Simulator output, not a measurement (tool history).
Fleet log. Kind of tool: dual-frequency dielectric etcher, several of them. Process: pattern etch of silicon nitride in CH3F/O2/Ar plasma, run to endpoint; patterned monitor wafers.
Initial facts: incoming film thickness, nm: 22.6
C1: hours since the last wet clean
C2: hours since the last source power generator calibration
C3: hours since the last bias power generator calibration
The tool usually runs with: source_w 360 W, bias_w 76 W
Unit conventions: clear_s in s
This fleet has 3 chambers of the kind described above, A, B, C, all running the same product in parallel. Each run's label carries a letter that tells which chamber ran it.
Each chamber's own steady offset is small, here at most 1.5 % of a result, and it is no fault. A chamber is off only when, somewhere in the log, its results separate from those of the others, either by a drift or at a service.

{"run": "1C", "hour": 3.4, "source_w": 360, "bias_w": 76, "C1": 334.9, "C2": 2198.8, "C3": 2246.2, "clear_s": 33.668}
{"run": "2A", "hour": 9.9, "source_w": 360, "bias_w": 76, "C1": 124.5, "C2": 1758.4, "C3": 44.3, "clear_s": 33.306}
{"run": "3B", "hour": 17.2, "source_w": 360, "bias_w": 76, "C1": 80.1, "C2": 355, "C3": 606.7, "clear_s": 33.231}
{"run": "4A", "hour": 21.1, "source_w": 360, "bias_w": 76, "C1": 135.7, "C2": 1769.6, "C3": 55.5, "clear_s": 33.314}
{"run": "5C", "hour": 28.6, "source_w": 360, "bias_w": 76, "C1": 360.1, "C2": 2224, "C3": 2271.4, "clear_s": 33.297}
{"run": "6B", "hour": 32.4, "source_w": 360, "bias_w": 76, "C1": 95.3, "C2": 370.2, "C3": 621.9, "clear_s": 33.818}
{"run": "7B", "hour": 37.3, "source_w": 360, "bias_w": 76, "C1": 100.2, "C2": 375.1, "C3": 626.8, "clear_s": 33.501}
{"run": "8A", "hour": 43.8, "source_w": 360, "bias_w": 76, "C1": 158.4, "C2": 1792.3, "C3": 78.2, "clear_s": 33.4}
{"run": "9C", "hour": 48.0, "source_w": 360, "bias_w": 76, "C1": 379.5, "C2": 2243.4, "C3": 2290.8, "clear_s": 33.593}
{"run": "10A", "hour": 52.2, "source_w": 360, "bias_w": 76, "C1": 166.8, "C2": 1800.7, "C3": 86.6, "clear_s": 33.307}
{"run": "11B", "hour": 58.4, "source_w": 320, "bias_w": 76, "C1": 121.3, "C2": 396.2, "C3": 647.9, "clear_s": 35.679}
{"run": "12C", "hour": 63.3, "source_w": 320, "bias_w": 76, "C1": 394.8, "C2": 2258.7, "C3": 2306.1, "clear_s": 35.186}
{"run": "13A", "hour": 69.8, "source_w": 320, "bias_w": 76, "C1": 184.4, "C2": 1818.3, "C3": 104.2, "clear_s": 34.715}
{"run": "14B", "hour": 74.9, "source_w": 360, "bias_w": 68, "C1": 137.8, "C2": 412.7, "C3": 664.4, "clear_s": 34.916}
{"run": "15C", "hour": 79.0, "source_w": 360, "bias_w": 68, "C1": 410.5, "C2": 2274.4, "C3": 2321.8, "clear_s": 34.877}
{"run": "16B", "hour": 83.4, "source_w": 360, "bias_w": 68, "C1": 146.3, "C2": 421.2, "C3": 672.9, "clear_s": 35.311}
{"run": "17C", "hour": 88.3, "source_w": 360, "bias_w": 76, "C1": 419.8, "C2": 2283.7, "C3": 2331.1, "clear_s": 33.644}
{"run": "18A", "hour": 95.8, "source_w": 360, "bias_w": 76, "C1": 210.4, "C2": 1844.3, "C3": 130.2, "clear_s": 32.934}
{"run": "19A", "hour": 101.0, "source_w": 360, "bias_w": 76, "C1": 215.6, "C2": 1849.5, "C3": 135.4, "clear_s": 33.067}
{"run": "20B", "hour": 105.3, "source_w": 360, "bias_w": 76, "C1": 168.2, "C2": 443.1, "C3": 694.8, "clear_s": 33.753}
{"run": "21C", "hour": 112.5, "source_w": 360, "bias_w": 76, "C1": 444, "C2": 2307.9, "C3": 2355.3, "clear_s": 33.725}
{"run": "22A", "hour": 117.5, "source_w": 360, "bias_w": 76, "C1": 232.1, "C2": 1866, "C3": 151.9, "clear_s": 33.031}
{"run": "23C", "hour": 121.1, "source_w": 360, "bias_w": 76, "C1": 452.6, "C2": 2316.5, "C3": 2363.9, "clear_s": 33.744}
{"run": "24B", "hour": 128.0, "source_w": 360, "bias_w": 76, "C1": 190.9, "C2": 465.8, "C3": 717.5, "clear_s": 33.453}
{"hour": 130.7, "done": "chamber A: source power generator calibrated"}
{"run": "25C", "hour": 133.0, "source_w": 360, "bias_w": 76, "C1": 464.5, "C2": 2328.4, "C3": 2375.8, "clear_s": 34.32}
{"run": "26B", "hour": 139.7, "source_w": 360, "bias_w": 86, "C1": 202.6, "C2": 477.5, "C3": 729.2, "clear_s": 32.3}
{"run": "27A", "hour": 146.3, "source_w": 360, "bias_w": 86, "C1": 260.9, "C2": 15.7, "C3": 180.7, "clear_s": 31.896}
{"run": "28A", "hour": 151.4, "source_w": 360, "bias_w": 86, "C1": 266, "C2": 20.8, "C3": 185.8, "clear_s": 31.939}
{"run": "29B", "hour": 158.5, "source_w": 360, "bias_w": 76, "C1": 221.4, "C2": 496.3, "C3": 748, "clear_s": 34.254}
{"run": "30C", "hour": 164.2, "source_w": 360, "bias_w": 76, "C1": 495.7, "C2": 2359.6, "C3": 2407, "clear_s": 34.635}
{"run": "31A", "hour": 167.6, "source_w": 360, "bias_w": 76, "C1": 282.2, "C2": 37, "C3": 202, "clear_s": 33.647}
{"run": "32C", "hour": 173.1, "source_w": 320, "bias_w": 76, "C1": 504.6, "C2": 2368.5, "C3": 2415.9, "clear_s": 36.275}
{"run": "33B", "hour": 177.2, "source_w": 320, "bias_w": 76, "C1": 240.1, "C2": 515, "C3": 766.7, "clear_s": 35.012}
{"run": "34A", "hour": 184.2, "source_w": 320, "bias_w": 76, "C1": 298.8, "C2": 53.6, "C3": 218.6, "clear_s": 34.608}

Which is it: a chamber that has drifted or been left off by a service, a gauge drift common to all chambers, or only each chamber's usual small offset? If a chamber is off, name it and its likeliest cause.

One chamber, C, drifts off from the rest bit by bit.
Most likely cause: etch rate under this chamber's usual, % = 3.96.

Here are 4 candidates for chamber C's next run, each the usual settings with a change, their results left as question marks. Which one brings its results back in line with what the others give on the usual settings?
To be in line, a result may differ from the other chambers' mean on the usual settings by at most: clear_s 0.81 s
{"run": "35C-1", "hour": 189.6, "source_w": 410, "bias_w": 85, "clear_s": "?"}
{"run": "35C-2", "hour": 189.6, "source_w": 360, "bias_w": 60, "clear_s": "?"}
{"run": "35C-3", "hour": 189.6, "source_w": 360, "bias_w": 85, "clear_s": "?"}
{"run": "35C-4", "hour": 189.6, "source_w": 340, "bias_w": 72, "clear_s": "?"}

On the usual settings, the other chambers give on average: clear_s 33.486 s
run=35C-1 clear_s=31.927
run=35C-2 clear_s=37.758
run=35C-3 clear_s=33.522
run=35C-4 clear_s=36.295
With 35C-3, the chamber falls back in line with the rest.

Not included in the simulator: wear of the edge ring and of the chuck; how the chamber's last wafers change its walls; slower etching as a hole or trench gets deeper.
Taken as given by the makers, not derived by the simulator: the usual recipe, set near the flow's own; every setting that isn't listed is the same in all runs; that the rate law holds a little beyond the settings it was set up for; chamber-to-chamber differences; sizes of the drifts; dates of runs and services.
